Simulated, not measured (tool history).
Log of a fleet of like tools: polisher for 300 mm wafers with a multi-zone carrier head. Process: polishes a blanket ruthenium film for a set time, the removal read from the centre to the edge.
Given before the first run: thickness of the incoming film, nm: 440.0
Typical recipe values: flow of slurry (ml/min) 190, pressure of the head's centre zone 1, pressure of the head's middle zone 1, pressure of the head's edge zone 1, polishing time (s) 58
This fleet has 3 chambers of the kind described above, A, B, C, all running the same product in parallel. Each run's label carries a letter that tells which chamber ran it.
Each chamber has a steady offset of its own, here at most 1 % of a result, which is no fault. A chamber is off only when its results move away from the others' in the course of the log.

run	hour	flow of slurry (ml/min)	pressure of the head's centre zone	pressure of the head's middle zone	pressure of the head's edge zone	polishing time (s)	film removed at the wafer's centre (angstrom)	film removed at mid-radius (angstrom)	film removed at the wafer's edge (angstrom)
# hour 8.1: chamber A: worn pad replaced by a new one
1C	9.1	190	1	1	1	58	431.32	445.39	441.21
2B	17.6	190	1	1	1	58	448.76	435.04	437.38
3A	26.9	190	1	1	1	58	440.34	440.39	439.36
# hour 29.9: chamber C: worn pad replaced by a new one
4C	36.7	190	1	1	1	58	431.14	442.39	433.4
# hour 47.3: chamber B: edge zone pressure recalibrated
5B	48.2	190	1	1	1	58	445.64	450.27	438.84
6A	60.6	190	1	1	1	58	431.14	450.94	445.77
7C	71.6	190	1.11	1	1	58	479.1	433.58	438.92
8A	82.6	190	1.11	1	1	58	499.88	450.22	444.68
9B	92.6	190	1.11	1	1	58	503.1	443.13	436.73
# hour 99: chamber A: worn pad replaced by a new one
10A	104.8	190	1	1	1	58	439.21	453.18	445.43
# hour 106.4: chamber B: centre zone pressure recalibrated
11B	111.7	190	1	1	1.06	66	505.33	490.33	511.47
12C	117.9	190	1	1	1.06	66	496.87	493.78	516.31
13A	124.5	190	1	1	1.06	66	488.52	507.06	518.24
14B	130.9	190	1	1	1	58	451.07	435.11	442.31
15C	142.3	190	1	1	1	58	443.46	431.34	434.27
16C	154.1	190	1	1	1	58	432.64	435.82	433.47
17A	160.3	190	1	1	1	58	443.25	437.84	437.99
# hour 163.3: chamber C: worn pad replaced by a new one
18B	168.9	190	1	1	1	58	445.78	427.66	438.01
19A	181.4	190	1	1	1	58	445.16	441.64	442.57
# hour 188.2: chamber A: worn pad replaced by a new one
20C	192	160	1	1	1	58	423.51	430.92	420.35
21B	197.6	160	1	1	1	58	420.55	431.33	422.89
22A	206.7	160	1	1	1	58	422.4	428.79	440.81
23B	213.3	190	1	1	1	58	432.01	432.23	434.94
# hour 213.9: chamber C: edge zone pressure recalibrated
# hour 217.8: chamber B: slurry nozzle cleaned
24C	225.9	190	1	0.88	1	58	431.17	387.3	432.9
25C	231.8	190	1	0.88	1	58	433.48	397.09	431.67
26A	237.6	190	1	0.88	1	58	435.81	400.8	439.02
27B	248.4	190	1	1	1	72	534.55	530.82	528.14
28A	260.8	190	1	1	1	72	538.58	534.55	545.44
# hour 265.3: chamber A: worn pad replaced by a new one
29B	269.5	190	1	1	1	72	536.58	514.49	528.74
# hour 276: chamber C: worn pad replaced by a new one
# hour 279: chamber C: slurry nozzle cleaned
30C	280.7	190	1	1	1	58	432.62	446.58	441.19
31C	290	190	1	1	1	58	428.21	436.9	437.63
32A	301.3	190	1	1	1	58	430.05	443.11	441.26
33B	308	190	1	1	1	58	420.01	408.76	417.59
34B	313.6	190	1	1	1	58	423.44	423.67	417.17
35A	323.8	190	1	1	1	58	440.65	436.88	443.52
36C	330.1	190	1	1	1	58	440.57	434.25	437.27
37A	340.9	190	1.05	1	1	58	453.6	452.28	441.43
38C	348.9	190	1.05	1	1	58	467	437.83	435.68
# hour 350.9: chamber A: worn pad replaced by a new one
39B	361.4	190	1.05	1	1	58	434.43	404.06	405.73
40C	368.7	190	1	1	1	58	437.16	437.88	434.82
41B	377.5	190	1	1	1	58	406.01	395.3	397.51
# hour 381.9: chamber C: worn pad replaced by a new one
42A	390.4	190	1	1	1	58	445.88	436.49	445.11
43C	398.3	190	1	1	1	58	439.57	448.27	443.44
44A	405.3	190	1	1	1	58	434.45	438.51	444.47

One chamber off, gauge drift, or nothing amiss beyond the chambers' own small offsets? If it is a chamber, which one, and what is the likeliest cause?

Little by little, chamber B moves away from the other chambers.
Cause: removal rate lost through wear of the pad, % = 10.3.

Chamber B could run next with any of the 4 candidate recipes listed below; each alters the usual settings, and their results appear as question marks. Which one brings its results back in line with what the other chambers deliver on the usual settings?
Counts as in line when no further than this from what the other chambers average on the usual settings: film removed at the wafer's centre (angstrom) 20; film removed at mid-radius (angstrom) 20; film removed at the wafer's edge (angstrom) 12
45B-1	414.6	190	1	1	1	60	?	?	?
45B-2	414.6	190	1	1	1	56	?	?	?
45B-3	414.6	190	0.99	1	1.01	64	?	?	?
45B-4	414.6	190	1.01	1	0.99	52	?	?	?

What the other chambers average on the usual settings: film removed at the wafer's centre (angstrom) 436.72; film removed at mid-radius (angstrom) 441.18; film removed at the wafer's edge (angstrom) 439.76
run	film removed at the wafer's centre (angstrom)	film removed at mid-radius (angstrom)	film removed at the wafer's edge (angstrom)
45B-1	408.87	410.51	406.34
45B-2	381.62	383.14	379.25
45B-3	431.33	437.9	435.71
45B-4	358.26	355.76	350.3
The answer is 45B-3, which returns the chamber to within the allowed miss of the others.
